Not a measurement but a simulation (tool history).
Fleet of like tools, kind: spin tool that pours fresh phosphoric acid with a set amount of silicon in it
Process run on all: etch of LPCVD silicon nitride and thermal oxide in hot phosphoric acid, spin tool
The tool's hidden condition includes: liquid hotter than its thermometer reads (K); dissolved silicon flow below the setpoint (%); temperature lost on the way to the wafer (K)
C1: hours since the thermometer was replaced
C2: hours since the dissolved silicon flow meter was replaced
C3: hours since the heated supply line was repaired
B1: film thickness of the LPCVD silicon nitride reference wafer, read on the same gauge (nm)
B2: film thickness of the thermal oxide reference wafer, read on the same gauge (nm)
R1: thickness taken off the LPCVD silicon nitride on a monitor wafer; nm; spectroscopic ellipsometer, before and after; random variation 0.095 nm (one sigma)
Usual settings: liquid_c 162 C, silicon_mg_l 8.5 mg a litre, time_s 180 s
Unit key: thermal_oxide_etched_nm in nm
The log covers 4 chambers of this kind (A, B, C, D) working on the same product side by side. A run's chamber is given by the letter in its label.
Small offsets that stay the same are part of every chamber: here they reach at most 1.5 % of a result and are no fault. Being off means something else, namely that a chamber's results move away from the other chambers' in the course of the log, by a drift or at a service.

{"run": "1A", "hour": 2.3, "liquid_c": 162, "silicon_mg_l": 8.5, "time_s": 180, "C1": 1585.8, "C2": 1935.7, "C3": 1424.7, "B1": 150.02, "B2": 129.97, "R1": 14.679, "thermal_oxide_etched_nm": 0.44764}
{"run": "2D", "hour": 6.8, "liquid_c": 162, "silicon_mg_l": 8.5, "time_s": 180, "C1": 1333.6, "C2": 135.5, "C3": 1800.4, "B1": 149.99, "B2": 130.02, "R1": 14.633, "thermal_oxide_etched_nm": 0.46143}
{"run": "3C", "hour": 9.6, "liquid_c": 162, "silicon_mg_l": 8.5, "time_s": 180, "C1": 266.8, "C2": 2028.7, "C3": 72.3, "B1": 150.01, "B2": 130.03, "R1": 14.722, "thermal_oxide_etched_nm": 0.45221}
{"run": "4B", "hour": 12.6, "liquid_c": 162, "silicon_mg_l": 8.5, "time_s": 180, "C1": 1357.5, "C2": 580.9, "C3": 384.4, "B1": 149.97, "B2": 130, "R1": 14.743, "thermal_oxide_etched_nm": 0.48201}
{"run": "5C", "hour": 16.8, "liquid_c": 162, "silicon_mg_l": 8.5, "time_s": 180, "C1": 274, "C2": 2035.9, "C3": 79.5, "B1": 149.98, "B2": 130.02, "R1": 14.715, "thermal_oxide_etched_nm": 0.45915}
{"run": "6D", "hour": 22.1, "liquid_c": 162, "silicon_mg_l": 8.5, "time_s": 180, "C1": 1348.9, "C2": 150.8, "C3": 1815.7, "B1": 149.99, "B2": 130.02, "R1": 14.6, "thermal_oxide_etched_nm": 0.49424}
{"run": "7A", "hour": 26.3, "liquid_c": 162, "silicon_mg_l": 8.5, "time_s": 180, "C1": 1609.8, "C2": 1959.7, "C3": 1448.7, "B1": 150, "B2": 130.04, "R1": 14.843, "thermal_oxide_etched_nm": 0.4443}
{"run": "8B", "hour": 29.6, "liquid_c": 162, "silicon_mg_l": 11.5, "time_s": 260, "C1": 1374.5, "C2": 597.9, "C3": 401.4, "B1": 149.95, "B2": 129.99, "R1": 20.952, "thermal_oxide_etched_nm": 0.68078}
{"run": "9B", "hour": 32.9, "liquid_c": 162, "silicon_mg_l": 11.5, "time_s": 260, "C1": 1377.8, "C2": 601.2, "C3": 404.7, "B1": 150.02, "B2": 130.01, "R1": 21.417, "thermal_oxide_etched_nm": 0.59333}
{"run": "10A", "hour": 35.7, "liquid_c": 162, "silicon_mg_l": 11.5, "time_s": 260, "C1": 1619.2, "C2": 1969.1, "C3": 1458.1, "B1": 150.02, "B2": 130, "R1": 21.262, "thermal_oxide_etched_nm": 0.55459}
{"run": "11D", "hour": 38.6, "liquid_c": 162, "silicon_mg_l": 11.5, "time_s": 260, "C1": 1365.4, "C2": 167.3, "C3": 1832.2, "B1": 149.97, "B2": 130, "R1": 21.067, "thermal_oxide_etched_nm": 0.60334}
{"run": "12C", "hour": 42.5, "liquid_c": 162, "silicon_mg_l": 8.5, "time_s": 180, "C1": 299.7, "C2": 2061.6, "C3": 105.2, "B1": 150.01, "B2": 130.02, "R1": 14.834, "thermal_oxide_etched_nm": 0.45803}
{"run": "13A", "hour": 47.7, "liquid_c": 162, "silicon_mg_l": 8.5, "time_s": 180, "C1": 1631.2, "C2": 1981.1, "C3": 1470.1, "B1": 150.01, "B2": 130, "R1": 14.769, "thermal_oxide_etched_nm": 0.5116}
{"run": "14B", "hour": 50.3, "liquid_c": 162, "silicon_mg_l": 8.5, "time_s": 180, "C1": 1395.2, "C2": 618.6, "C3": 422.1, "B1": 149.97, "B2": 130.01, "R1": 14.629, "thermal_oxide_etched_nm": 0.40006}
{"run": "15C", "hour": 55.5, "liquid_c": 162, "silicon_mg_l": 8.5, "time_s": 180, "C1": 312.7, "C2": 2074.6, "C3": 118.2, "B1": 149.98, "B2": 130, "R1": 14.994, "thermal_oxide_etched_nm": 0.47983}
{"run": "16D", "hour": 58.5, "liquid_c": 162, "silicon_mg_l": 8.5, "time_s": 180, "C1": 1385.3, "C2": 187.2, "C3": 1852.1, "B1": 150.05, "B2": 130.01, "R1": 14.712, "thermal_oxide_etched_nm": 0.45365}
{"hour": 62.4, "done": "chamber A: heated supply line repaired"}
{"run": "17A", "hour": 63.8, "liquid_c": 163.5, "silicon_mg_l": 2.5, "time_s": 180, "C1": 1647.3, "C2": 1997.2, "C3": 1.5, "B1": 149.96, "B2": 130.04, "R1": 15.635, "thermal_oxide_etched_nm": 0.53265}
{"run": "18C", "hour": 69.1, "liquid_c": 163.5, "silicon_mg_l": 2.5, "time_s": 180, "C1": 326.3, "C2": 2088.2, "C3": 131.8, "B1": 149.99, "B2": 130.03, "R1": 15.59, "thermal_oxide_etched_nm": 0.67333}
{"run": "19D", "hour": 73.3, "liquid_c": 163.5, "silicon_mg_l": 2.5, "time_s": 180, "C1": 1400.1, "C2": 202, "C3": 1866.9, "B1": 150.03, "B2": 129.99, "R1": 15.367, "thermal_oxide_etched_nm": 0.58044}
{"run": "20B", "hour": 77.8, "liquid_c": 163.5, "silicon_mg_l": 2.5, "time_s": 180, "C1": 1422.7, "C2": 646.1, "C3": 449.6, "B1": 149.97, "B2": 130, "R1": 15.289, "thermal_oxide_etched_nm": 0.6089}
{"run": "21C", "hour": 82.8, "liquid_c": 162, "silicon_mg_l": 4, "time_s": 180, "C1": 340, "C2": 2101.9, "C3": 145.5, "B1": 150.02, "B2": 130.02, "R1": 15.041, "thermal_oxide_etched_nm": 0.58547}
{"run": "22D", "hour": 87.5, "liquid_c": 162, "silicon_mg_l": 4, "time_s": 180, "C1": 1414.3, "C2": 216.2, "C3": 1881.1, "B1": 150.04, "B2": 130.02, "R1": 14.692, "thermal_oxide_etched_nm": 0.51724}
{"run": "23B", "hour": 90.1, "liquid_c": 162, "silicon_mg_l": 4, "time_s": 180, "C1": 1435, "C2": 658.4, "C3": 461.9, "B1": 150.03, "B2": 130, "R1": 14.693, "thermal_oxide_etched_nm": 0.50376}
{"run": "24A", "hour": 92.6, "liquid_c": 162, "silicon_mg_l": 4, "time_s": 180, "C1": 1676.1, "C2": 2026, "C3": 30.3, "B1": 149.98, "B2": 130, "R1": 14.762, "thermal_oxide_etched_nm": 0.55459}
{"run": "25C", "hour": 97.5, "liquid_c": 162, "silicon_mg_l": 8.5, "time_s": 180, "C1": 354.7, "C2": 2116.6, "C3": 160.2, "B1": 150, "B2": 129.97, "R1": 15.256, "thermal_oxide_etched_nm": 0.53383}
{"run": "26B", "hour": 100.5, "liquid_c": 162, "silicon_mg_l": 8.5, "time_s": 180, "C1": 1445.4, "C2": 668.8, "C3": 472.3, "B1": 150.03, "B2": 129.97, "R1": 14.64, "thermal_oxide_etched_nm": 0.47748}
{"run": "27D", "hour": 103.8, "liquid_c": 162, "silicon_mg_l": 8.5, "time_s": 180, "C1": 1430.6, "C2": 232.5, "C3": 1897.4, "B1": 149.98, "B2": 130.01, "R1": 14.624, "thermal_oxide_etched_nm": 0.46106}
{"hour": 104.0, "done": "chamber C: dissolved silicon flow meter replaced"}
{"run": "28A", "hour": 106.3, "liquid_c": 162, "silicon_mg_l": 8.5, "time_s": 180, "C1": 1689.8, "C2": 2039.7, "C3": 44, "B1": 149.98, "B2": 130.01, "R1": 14.804, "thermal_oxide_etched_nm": 0.45014}
{"run": "29B", "hour": 110.2, "liquid_c": 162, "silicon_mg_l": 8.5, "time_s": 180, "C1": 1455.1, "C2": 678.5, "C3": 482, "B1": 149.96, "B2": 129.98, "R1": 14.817, "thermal_oxide_etched_nm": 0.4657}
{"run": "30C", "hour": 115.4, "liquid_c": 162, "silicon_mg_l": 8.5, "time_s": 180, "C1": 372.6, "C2": 11.5, "C3": 178.1, "B1": 149.96, "B2": 129.98, "R1": 15.145, "thermal_oxide_etched_nm": 0.51024}
{"run": "31A", "hour": 117.9, "liquid_c": 162, "silicon_mg_l": 8.5, "time_s": 180, "C1": 1701.4, "C2": 2051.3, "C3": 55.6, "B1": 149.97, "B2": 130, "R1": 14.771, "thermal_oxide_etched_nm": 0.47028}
{"run": "32D", "hour": 121.9, "liquid_c": 162, "silicon_mg_l": 8.5, "time_s": 180, "C1": 1448.7, "C2": 250.6, "C3": 1915.5, "B1": 150.03, "B2": 129.98, "R1": 14.58, "thermal_oxide_etched_nm": 0.45235}
{"run": "33B", "hour": 126.1, "liquid_c": 162, "silicon_mg_l": 8.5, "time_s": 180, "C1": 1471, "C2": 694.4, "C3": 497.9, "B1": 149.99, "B2": 129.99, "R1": 14.7, "thermal_oxide_etched_nm": 0.48674}
{"run": "34C", "hour": 128.9, "liquid_c": 162, "silicon_mg_l": 8.5, "time_s": 180, "C1": 386.1, "C2": 25, "C3": 191.6, "B1": 149.95, "B2": 129.99, "R1": 15.423, "thermal_oxide_etched_nm": 0.51425}
{"run": "35A", "hour": 133.2, "liquid_c": 162, "silicon_mg_l": 8.5, "time_s": 180, "C1": 1716.7, "C2": 2066.6, "C3": 70.9, "B1": 150.01, "B2": 129.97, "R1": 14.66, "thermal_oxide_etched_nm": 0.54882}
{"run": "36D", "hour": 136.5, "liquid_c": 162, "silicon_mg_l": 8.5, "time_s": 180, "C1": 1463.3, "C2": 265.2, "C3": 1930.1, "B1": 149.98, "B2": 129.99, "R1": 14.494, "thermal_oxide_etched_nm": 0.52613}

The same settings go to every chamber for the next run, one line per chamber below. Forecast the results for each:
{"run": "37A", "hour": 140.4, "liquid_c": 162, "silicon_mg_l": 8.5, "time_s": 180, "R1": "?", "thermal_oxide_etched_nm": "?"}
{"run": "37B", "hour": 140.4, "liquid_c": 162, "silicon_mg_l": 8.5, "time_s": 180, "R1": "?", "thermal_oxide_etched_nm": "?"}
{"run": "37C", "hour": 140.4, "liquid_c": 162, "silicon_mg_l": 8.5, "time_s": 180, "R1": "?", "thermal_oxide_etched_nm": "?"}
{"run": "37D", "hour": 140.4, "liquid_c": 162, "silicon_mg_l": 8.5, "time_s": 180, "R1": "?", "thermal_oxide_etched_nm": "?"}

run=37A R1=14.982 thermal_oxide_etched_nm=0.47027
run=37B R1=14.856 thermal_oxide_etched_nm=0.52629
run=37C R1=15.333 thermal_oxide_etched_nm=0.54012
run=37D R1=14.718 thermal_oxide_etched_nm=0.50969

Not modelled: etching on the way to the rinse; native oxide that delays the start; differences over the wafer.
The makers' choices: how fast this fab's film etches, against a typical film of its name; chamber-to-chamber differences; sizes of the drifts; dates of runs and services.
